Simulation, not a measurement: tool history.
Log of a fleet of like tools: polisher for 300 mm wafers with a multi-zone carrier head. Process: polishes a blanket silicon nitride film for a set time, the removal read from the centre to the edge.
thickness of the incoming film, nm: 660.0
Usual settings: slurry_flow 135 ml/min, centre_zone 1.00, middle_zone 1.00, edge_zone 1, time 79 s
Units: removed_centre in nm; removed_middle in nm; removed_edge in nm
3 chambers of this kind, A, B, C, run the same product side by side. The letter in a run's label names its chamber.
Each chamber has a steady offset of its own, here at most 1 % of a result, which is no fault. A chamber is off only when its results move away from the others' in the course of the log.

Run 1B, day 0.200: usual settings. Result: removed_centre 105.510 nm, removed_middle 105.840 nm, removed_edge 106.100 nm.
Run 2A, day 0.421: usual settings. Result: removed_centre 104.380 nm, removed_middle 103.350 nm, removed_edge 105.130 nm.
Run 3C, day 0.617: usual settings. Result: removed_centre 104.820 nm, removed_middle 104.020 nm, removed_edge 104.580 nm.
Run 4A, day 0.833: usual settings. Result: removed_centre 106.530 nm, removed_middle 104.940 nm, removed_edge 105.450 nm.
Run 5B, day 1.088: usual settings. Result: removed_centre 105.670 nm, removed_middle 107.610 nm, removed_edge 106.960 nm.
Run 6C, day 1.371: usual settings but centre_zone 1.07, time 101 s. Result: removed_centre 142.890 nm, removed_middle 133.420 nm, removed_edge 133.090 nm.
Run 7A, day 1.558: usual settings but centre_zone 1.07, time 101 s. Result: removed_centre 144.810 nm, removed_middle 137.930 nm, removed_edge 135.040 nm.
Run 8C, day 1.700: usual settings but centre_zone 1.07, time 101 s. Result: removed_centre 141.630 nm, removed_middle 133.010 nm, removed_edge 134.830 nm.
Run 9B, day 1.929: usual settings but centre_zone 0.96, time 101 s. Result: removed_centre 128.100 nm, removed_middle 136.460 nm, removed_edge 136.580 nm.
At day 1.954: chamber C: slurry nozzle cleaned.
At day 2.133: chamber B: worn pad replaced by a new one.
Run 10C, day 2.171: usual settings but centre_zone 0.96, time 101 s. Result: removed_centre 129.730 nm, removed_middle 134.650 nm, removed_edge 134.610 nm.
Run 11B, day 2.421: usual settings but centre_zone 0.96, time 101 s. Result: removed_centre 128.050 nm, removed_middle 134.140 nm, removed_edge 135.370 nm.
Run 12A, day 2.621: usual settings. Result: removed_centre 104.190 nm, removed_middle 106.640 nm, removed_edge 104.600 nm.
Run 13A, day 2.783: usual settings. Result: removed_centre 108.800 nm, removed_middle 107.040 nm, removed_edge 105.610 nm.
At day 3.029: chamber C: worn pad replaced by a new one.
Run 14B, day 3.075: usual settings. Result: removed_centre 104.780 nm, removed_middle 107.330 nm, removed_edge 105.500 nm.
Run 15C, day 3.342: usual settings. Result: removed_centre 106.140 nm, removed_middle 107.500 nm, removed_edge 105.480 nm.
At day 3.438: chamber A: worn pad replaced by a new one.
Run 16B, day 3.533: usual settings. Result: removed_centre 102.320 nm, removed_middle 103.520 nm, removed_edge 105.270 nm.
Run 17C, day 3.771: usual settings. Result: removed_centre 105.040 nm, removed_middle 106.780 nm, removed_edge 104.970 nm.
Run 18A, day 3.979: usual settings. Result: removed_centre 105.390 nm, removed_middle 103.840 nm, removed_edge 105.230 nm.
Run 19A, day 4.271: usual settings but slurry_flow 165 ml/min. Result: removed_centre 108.410 nm, removed_middle 108.920 nm, removed_edge 108.050 nm.
At day 4.488: chamber B: worn pad replaced by a new one.
Run 20B, day 4.521: usual settings but slurry_flow 165 ml/min. Result: removed_centre 106.850 nm, removed_middle 110.950 nm, removed_edge 109.950 nm.
Run 21C, day 4.675: usual settings but slurry_flow 165 ml/min. Result: removed_centre 110.120 nm, removed_middle 110.940 nm, removed_edge 108.570 nm.
Run 22B, day 4.896: usual settings. Result: removed_centre 104.950 nm, removed_middle 106.410 nm, removed_edge 105.980 nm.
Run 23A, day 5.121: usual settings. Result: removed_centre 100.600 nm, removed_middle 104.140 nm, removed_edge 102.750 nm.
Run 24C, day 5.350: usual settings. Result: removed_centre 105.400 nm, removed_middle 103.670 nm, removed_edge 105.170 nm.
Run 25C, day 5.629: usual settings. Result: removed_centre 107.290 nm, removed_middle 108.120 nm, removed_edge 104.950 nm.
Run 26B, day 5.800: usual settings but centre_zone 1.08. Result: removed_centre 112.520 nm, removed_middle 107.030 nm, removed_edge 105.300 nm.
Run 27A, day 5.946: usual settings but centre_zone 1.08. Result: removed_centre 110.500 nm, removed_middle 100.310 nm, removed_edge 101.930 nm.
Run 28B, day 6.112: usual settings but centre_zone 1.08. Result: removed_centre 111.200 nm, removed_middle 105.760 nm, removed_edge 107.030 nm.
Run 29C, day 6.408: usual settings. Result: removed_centre 104.840 nm, removed_middle 107.160 nm, removed_edge 105.300 nm.
Run 30A, day 6.700: usual settings. Result: removed_centre 95.944 nm, removed_middle 99.884 nm, removed_edge 101.220 nm.
Run 31A, day 6.921: usual settings but slurry_flow 155 ml/min, time 57 s. Result: removed_centre 74.062 nm, removed_middle 72.151 nm, removed_edge 74.112 nm.
Run 32C, day 7.088: usual settings but slurry_flow 155 ml/min, time 57 s. Result: removed_centre 78.168 nm, removed_middle 78.926 nm, removed_edge 77.976 nm.
At day 7.308: chamber A: worn pad replaced by a new one.
Run 33B, day 7.367: usual settings but slurry_flow 155 ml/min, time 57 s. Result: removed_centre 78.165 nm, removed_middle 78.511 nm, removed_edge 78.060 nm.
At day 7.412: chamber B: worn pad replaced by a new one.
Run 34B, day 7.608: usual settings but middle_zone 1.11, time 69 s. Result: removed_centre 91.461 nm, removed_middle 102.340 nm, removed_edge 92.461 nm.
Run 35A, day 7.850: usual settings but middle_zone 1.11, time 69 s. Result: removed_centre 82.976 nm, removed_middle 91.829 nm, removed_edge 85.342 nm.
Run 36C, day 8.129: usual settings but middle_zone 1.11, time 69 s. Result: removed_centre 91.129 nm, removed_middle 101.400 nm, removed_edge 91.721 nm.

What goes on in this fleet: one chamber off, a drifting gauge, or nothing beyond the chambers' own small offsets? Name the chamber and the cause, if any.

Chamber A drifts away from the others.
Cause: slurry flow missing at the pad, % = 36.2.

Here are 4 candidates for chamber A's next run, each the usual settings with a change, their results left as question marks. Which one brings its results back in line with what the others give on the usual settings?
In line means no further than this from the other chambers' mean on the usual settings: removed_centre 5.100 nm; removed_middle 5.300 nm; removed_edge 2.300 nm
Run 37A-1, day 8.342: usual settings but slurry_flow 125 ml/min, centre_zone 0.97, middle_zone 0.98, edge_zone 1.02, time 73 s. Result: removed_centre ?, removed_middle ?, removed_edge ?.
Run 37A-2, day 8.342: usual settings but slurry_flow 145 ml/min, centre_zone 1.03, middle_zone 1.02, edge_zone 0.98, time 85 s. Result: removed_centre ?, removed_middle ?, removed_edge ?.
Run 37A-3, day 8.342: usual settings but slurry_flow 140 ml/min, centre_zone 1.01, middle_zone 1.01, edge_zone 0.99, time 82 s. Result: removed_centre ?, removed_middle ?, removed_edge ?.
Run 37A-4, day 8.342: usual settings but slurry_flow 130 ml/min, centre_zone 0.99, middle_zone 0.99, edge_zone 1.01, time 76 s. Result: removed_centre ?, removed_middle ?, removed_edge ?.

The other chambers' mean on the usual settings: removed_centre 104.540 nm; removed_middle 105.390 nm; removed_edge 105.350 nm
  run  removed_centre  removed_middle  removed_edge
37A-1          79.814          83.764        89.457
37A-2         104.880         105.970       105.130
37A-3          97.815         100.270       101.260
37A-4          86.293          89.157        93.423
37A-2 brings the chamber back in line.
